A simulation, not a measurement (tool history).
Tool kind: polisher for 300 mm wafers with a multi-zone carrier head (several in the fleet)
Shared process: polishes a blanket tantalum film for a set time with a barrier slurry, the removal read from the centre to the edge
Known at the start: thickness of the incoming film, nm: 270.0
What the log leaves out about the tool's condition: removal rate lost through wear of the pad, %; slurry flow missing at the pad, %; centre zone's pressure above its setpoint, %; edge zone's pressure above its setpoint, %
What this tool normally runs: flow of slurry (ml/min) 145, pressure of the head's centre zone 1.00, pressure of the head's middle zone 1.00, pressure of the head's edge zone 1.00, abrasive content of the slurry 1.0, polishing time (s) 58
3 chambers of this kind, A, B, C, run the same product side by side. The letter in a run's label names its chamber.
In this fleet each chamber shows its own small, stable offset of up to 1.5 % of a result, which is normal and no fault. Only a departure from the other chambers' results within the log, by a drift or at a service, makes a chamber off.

run   hour  flow of slurry (ml/min)  pressure of the head's centre zone  pressure of the head's middle zone  pressure of the head's edge zone  abrasive content of the slurry  polishing time (s)  wafers polished on this pad  hours since the slurry nozzle was cleaned  hours since the centre zone pressure was calibrated  hours since the edge zone pressure was calibrated  film removed at the wafer's centre (Å)  film removed at mid-radius (Å)  film removed at the wafer's edge (Å)
       2.7  -- chamber A: edge zone pressure recalibrated
 1A    7.9                      145                                1.00                                1.00                              1.00                             1.0                  58                          321                                       49.0                                                278.0                                                5.3                                  666.18                          667.57                                674.66
      12.4  -- chamber C: worn pad replaced by a new one
 2B   13.5                      145                                1.00                                1.00                              1.00                             1.0                  58                          471                                      543.8                                                104.5                                              122.0                                  661.71                          677.32                                673.63
 3C   21.2                      145                                1.00                                1.00                              1.00                             1.0                  58                           64                                      156.9                                                532.9                                               78.7                                  661.63                          673.91                                680.29
 4A   29.4                      145                                1.00                                1.00                              1.00                             1.0                  58                          478                                       70.5                                                299.5                                               26.8                                  656.84                          672.00                                663.14
      33.6  -- chamber B: slurry nozzle cleaned
 5B   35.9                      145                                1.00                                1.00                              1.00                             1.0                  58                          634                                        2.3                                                126.9                                              144.4                                  663.99                          673.07                                677.97
 6C   40.7                      145                                1.00                                1.00                              1.00                             1.0                  58                          206                                      176.4                                                552.4                                               98.2                                  664.65                          672.01                                670.97
      42.4  -- chamber A: centre zone pressure recalibrated
 7A   47.6                      145                                1.00                                1.00                              1.00                             1.0                  58                          611                                       88.7                                                  5.2                                               45.0                                  665.40                          674.81                                665.09
 8B   53.7                      145                                1.00                                1.00                              1.00                             1.0                  58                          764                                       20.1                                                144.7                                              162.2                                  675.14                          682.11                                676.07
 9C   59.3                      145                                1.00                                1.00                              1.00                             1.0                  58                          342                                      195.0                                                571.0                                              116.8                                  658.78                          668.45                                684.30
10C   68.1                      145                                1.00                                1.00                              1.00                             1.0                  58                          406                                      203.8                                                579.8                                              125.6                                  668.27                          673.08                                682.63
11A   75.5                      145                                1.00                                1.00                              1.00                             1.0                  58                          814                                      116.6                                                 33.1                                               72.9                                  665.22                          671.22                                665.27
      78.0  -- chamber B: worn pad replaced by a new one
      81.9  -- chamber C: centre zone pressure recalibrated
12B   82.1                      145                                1.00                                1.00                              1.00                             1.0                  58                           30                                       48.5                                                173.1                                              190.6                                  674.37                          676.47                                683.63
13B   86.3                      145                                1.00                                1.00                              1.00                             1.0                  58                           61                                       52.7                                                177.3                                              194.8                                  665.21                          668.22                                675.99
14A   94.0                      145                                1.00                                1.00                              1.00                             1.0                  58                          949                                      135.1                                                 51.6                                               91.4                                  656.53                          665.19                                676.03
      96.4  -- chamber C: worn pad replaced by a new one
15C  102.8                      145                                1.00                                1.00                              1.00                             1.0                  58                           46                                      238.5                                                 20.9                                              160.3                                  668.94                          677.78                                680.24
16A  107.7                      145                                1.00                                1.00                              1.00                             1.0                  58                         1049                                      148.8                                                 65.3                                              105.1                                  669.74                          667.79                                670.30
17B  114.1                      145                                1.00                                1.00                              1.00                             1.0                  58                          263                                       80.5                                                205.1                                              222.6                                  669.09                          663.71                                687.84
18C  121.4                      145                                1.05                                1.00                              0.90                             1.0                  58                          182                                      257.1                                                 39.5                                              178.9                                  699.32                          674.92                                641.80
19C  125.5                      145                                1.05                                1.00                              0.90                             1.0                  58                          212                                      261.2                                                 43.6                                              183.0                                  691.22                          678.29                                645.99
20A  132.0                      145                                1.05                                1.00                              0.90                             1.0                  58                         1226                                      173.1                                                 89.6                                              129.4                                  674.69                          653.54                                625.00
21B  141.3                      145                                1.00                                1.00                              1.00                             1.0                  58                          462                                      107.7                                                232.3                                              249.8                                  663.16                          671.93                                675.22
22C  150.3                      145                                1.00                                1.00                              1.00                             1.0                  58                          393                                      286.0                                                 68.4                                              207.8                                  652.23                          669.01                                674.41
23A  155.1                      145                                1.00                                1.00                              1.00                             1.0                  58                         1394                                      196.2                                                112.7                                              152.5                                  649.13                          652.08                                649.26
24B  164.5                      145                                1.00                                1.00                              1.06                             1.0                  58                          631                                      130.9                                                255.5                                              273.0                                  662.96                          670.03                                699.39
25B  169.4                      145                                1.00                                1.00                              1.06                             1.0                  58                          667                                      135.8                                                260.4                                              277.9                                  670.79                          681.83                                694.60
26A  175.9                      145                                1.00                                1.00                              1.06                             1.0                  58                         1546                                      217.0                                                133.5                                              173.3                                  641.75                          645.13                                667.61
     181.2  -- chamber B: worn pad replaced by a new one
27C  182.0                      145                                1.00                                1.00                              1.00                             1.0                  58                          624                                      317.7                                                100.1                                              239.5                                  664.68                          665.86                                683.66
28B  186.1                      145                                1.00                                1.00                              1.00                             1.0                  58                           35                                      152.5                                                277.1                                              294.6                                  661.08                          677.30                                675.19
29C  192.4                      145                                1.00                                1.12                              1.00                             1.2                  58                          699                                      328.1                                                110.5                                              249.9                                  704.09                          784.60                                711.92
     201.0  -- chamber C: worn pad replaced by a new one
30A  201.6                      145                                1.00                                1.12                              1.00                             1.2                  58                         1733                                      242.7                                                159.2                                              199.0                                  662.37                          748.45                                664.12
31C  210.1                      145                                1.00                                1.12                              1.00                             1.2                  58                           66                                      345.8                                                128.2                                              267.6                                  692.59                          784.37                                701.27
32A  218.5                      145                                1.00                                1.00                              1.00                             1.0                  58                         1857                                      259.6                                                176.1                                              215.9                                  624.54                          628.43                                624.35
33B  224.7                      145                                1.00                                1.00                              1.00                             1.0                  58                          317                                      191.1                                                315.7                                              333.2                                  666.31                          669.24                                663.15
34B  233.2                      145                                1.00                                1.00                              1.00                             1.0                  58                          379                                      199.6                                                324.2                                              341.7                                  669.04                          674.43                                669.92
35C  242.4                      145                                1.00                                1.00                              1.00                             1.0                  58                          302                                      378.1                                                160.5                                              299.9                                  667.69                          670.46                                685.77
36A  250.5                      145                                1.00                                1.00                              1.00                             1.0                  58                         2090                                      291.6                                                208.1                                              247.9                                  615.01                          620.43                                617.54
37B  258.5                      145                                1.00                                1.00                              1.00                             1.0                  58                          563                                      224.9                                                349.5                                              367.0                                  670.41                          679.65                                678.05
38A  265.2                      145                                0.96                                1.00                              1.00                             1.0                  47                         2197                                      306.3                                                222.8                                              262.6                                  479.49                          504.80                                499.85

Next, all 3 chambers run the settings below, one line each with question marks for the results. What does each chamber give?
39A  272.0                      145                                1.00                                1.00                              1.00                             1.0                  73                                                                                                                                                                                                                       ?                               ?                                     ?
39B  272.0                      145                                1.00                                1.00                              1.00                             1.0                  73                                                                                                                                                                                                                       ?                               ?                                     ?
39C  272.0                      145                                1.00                                1.00                              1.00                             1.0                  73                                                                                                                                                                                                                       ?                               ?                                     ?

run  film removed at the wafer's centre (Å)  film removed at mid-radius (Å)  film removed at the wafer's edge (Å)
39A                                  769.54                          778.83                                776.36
39B                                  848.49                          840.17                                854.12
39C                                  830.71                          856.77                                852.51
